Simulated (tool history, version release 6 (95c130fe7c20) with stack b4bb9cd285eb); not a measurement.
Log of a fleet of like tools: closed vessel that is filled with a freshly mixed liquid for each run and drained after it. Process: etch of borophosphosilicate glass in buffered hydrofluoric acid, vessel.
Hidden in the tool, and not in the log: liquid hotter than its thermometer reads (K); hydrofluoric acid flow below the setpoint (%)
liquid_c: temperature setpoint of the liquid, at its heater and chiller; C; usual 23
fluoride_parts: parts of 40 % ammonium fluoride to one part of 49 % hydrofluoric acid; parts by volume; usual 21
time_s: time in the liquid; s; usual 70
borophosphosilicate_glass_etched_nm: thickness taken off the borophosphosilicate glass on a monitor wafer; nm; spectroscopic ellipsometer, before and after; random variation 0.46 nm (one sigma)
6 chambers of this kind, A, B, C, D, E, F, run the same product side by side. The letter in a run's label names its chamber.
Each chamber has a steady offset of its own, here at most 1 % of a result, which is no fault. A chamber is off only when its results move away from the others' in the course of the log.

| run | hour | liquid_c | fluoride_parts | time_s | hours since the thermometer was replaced | hours since the hydrofluoric acid flow meter was replaced | read-back film thickness of the borophosphosilicate glass reference wafer, read on the same gauge (nm) | borophosphosilicate_glass_etched_nm |
|---|---|---|---|---|---|---|---|---|
| 1D | 7.5 | 23 | 21 | 70 | 1681 | 340.7 | 60.01 | 52.426 |
| 2E | 16.4 | 23 | 21 | 70 | 2091 | 962.5 | 59.976 | 53.855 |
| 3C | 29.1 | 23 | 21 | 70 | 406.3 | 1209.7 | 60.007 | 52.05 |
| 4F | 39 | 23 | 21 | 70 | 333.6 | 202.5 | 59.999 | 53.965 |
| 5A | 52.1 | 27 | 21 | 105 | 403.6 | 1147.4 | 59.977 | 98.572 |
| 6B | 63.6 | 27 | 21 | 105 | 510.7 | 1194 | 60.004 | 98.704 |
| 7E | 74.3 | 27 | 21 | 105 | 2148.9 | 1020.4 | 60.008 | 98.268 |
|  | 81.3 | chamber B: hydrofluoric acid flow meter replaced |
| 8D | 82.2 | 27 | 21 | 105 | 1755.7 | 415.4 | 60.008 | 98.584 |
| 9B | 91 | 27 | 21 | 105 | 538.1 | 9.8 | 59.987 | 98.459 |
|  | 91.6 | chamber B: thermometer replaced |
| 10A | 97.6 | 27 | 21 | 105 | 449.1 | 1192.9 | 60.028 | 99.775 |
| 11C | 107.6 | 23 | 21 | 70 | 484.8 | 1288.2 | 59.981 | 52.72 |
| 12F | 117.9 | 23 | 21 | 70 | 412.5 | 281.4 | 59.985 | 52.328 |
|  | 127.1 | chamber C: hydrofluoric acid flow meter replaced |
| 13C | 127.8 | 23 | 24 | 55 | 505 | 0.8 | 60.005 | 38.108 |
| 14F | 135.4 | 23 | 24 | 55 | 430 | 298.9 | 60.013 | 38.401 |
| 15D | 145.9 | 23 | 24 | 55 | 1819.4 | 479.1 | 60.026 | 37.833 |
|  | 151.6 | chamber F: thermometer replaced |
|  | 153.1 | chamber E: thermometer replaced |
| 16B | 154.8 | 23 | 24 | 55 | 63.3 | 73.6 | 59.997 | 38.008 |
| 17A | 166 | 23 | 24 | 55 | 517.5 | 1261.3 | 59.983 | 38.359 |
| 18E | 171.7 | 23 | 24 | 55 | 18.6 | 1117.8 | 59.985 | 37.827 |
| 19A | 178.8 | 23 | 21 | 70 | 530.3 | 1274.1 | 60.028 | 52.792 |
| 20F | 184.8 | 23 | 21 | 70 | 33.3 | 348.3 | 60.011 | 51.715 |
| 21E | 191.4 | 23 | 21 | 70 | 38.3 | 1137.5 | 60.009 | 53.318 |
| 22B | 202.7 | 23 | 21 | 70 | 111.2 | 121.5 | 60.013 | 52.228 |
| 23C | 214.7 | 23 | 21 | 70 | 591.9 | 87.7 | 60 | 53.4 |
| 24D | 222.2 | 20.5 | 29 | 70 | 1895.7 | 555.4 | 59.997 | 36.981 |
| 25D | 229.7 | 20.5 | 29 | 70 | 1903.2 | 562.9 | 59.989 | 37.426 |
| 26A | 235.8 | 20.5 | 29 | 70 | 587.3 | 1331.1 | 59.992 | 36.711 |
| 27E | 241.9 | 20.5 | 29 | 70 | 88.8 | 1188 | 59.966 | 36.953 |
| 28F | 254.3 | 20.5 | 29 | 70 | 102.8 | 417.8 | 60.003 | 37.574 |
|  | 260.1 | chamber E: hydrofluoric acid flow meter replaced |
| 29B | 263.9 | 20.5 | 29 | 70 | 172.4 | 182.7 | 60.007 | 36.562 |
| 30C | 272.7 | 23 | 21 | 70 | 649.9 | 145.7 | 59.999 | 52.752 |
| 31E | 282 | 23 | 21 | 70 | 128.9 | 22 | 59.99 | 53.042 |
| 32D | 287.8 | 23 | 21 | 70 | 1961.3 | 621 | 59.988 | 53.417 |
| 33B | 297.1 | 23 | 21 | 70 | 205.6 | 215.9 | 59.978 | 53.178 |
| 34C | 307.6 | 23 | 21 | 35 | 684.8 | 180.6 | 59.999 | 26.259 |
| 35F | 315.9 | 23 | 21 | 35 | 164.4 | 479.4 | 59.982 | 26.941 |
| 36A | 324.9 | 23 | 21 | 35 | 676.4 | 1420.2 | 60.013 | 26.575 |
| 37A | 336.1 | 23 | 21 | 35 | 687.6 | 1431.4 | 60.018 | 26.952 |
| 38B | 348 | 23 | 21 | 35 | 256.5 | 266.8 | 60.014 | 26.434 |
| 39F | 359.7 | 23 | 21 | 35 | 208.2 | 523.2 | 60.019 | 26.715 |
|  | 370 | chamber D: hydrofluoric acid flow meter replaced |
| 40D | 371.5 | 23 | 21 | 70 | 2045 | 1.6 | 60.018 | 53.381 |

Is one chamber off against the others, does the gauge drift, or is nothing wrong? If a chamber is off, say which, and what the likeliest cause is.

No chamber stands off beyond its own small offset, and the gauge holds steady.
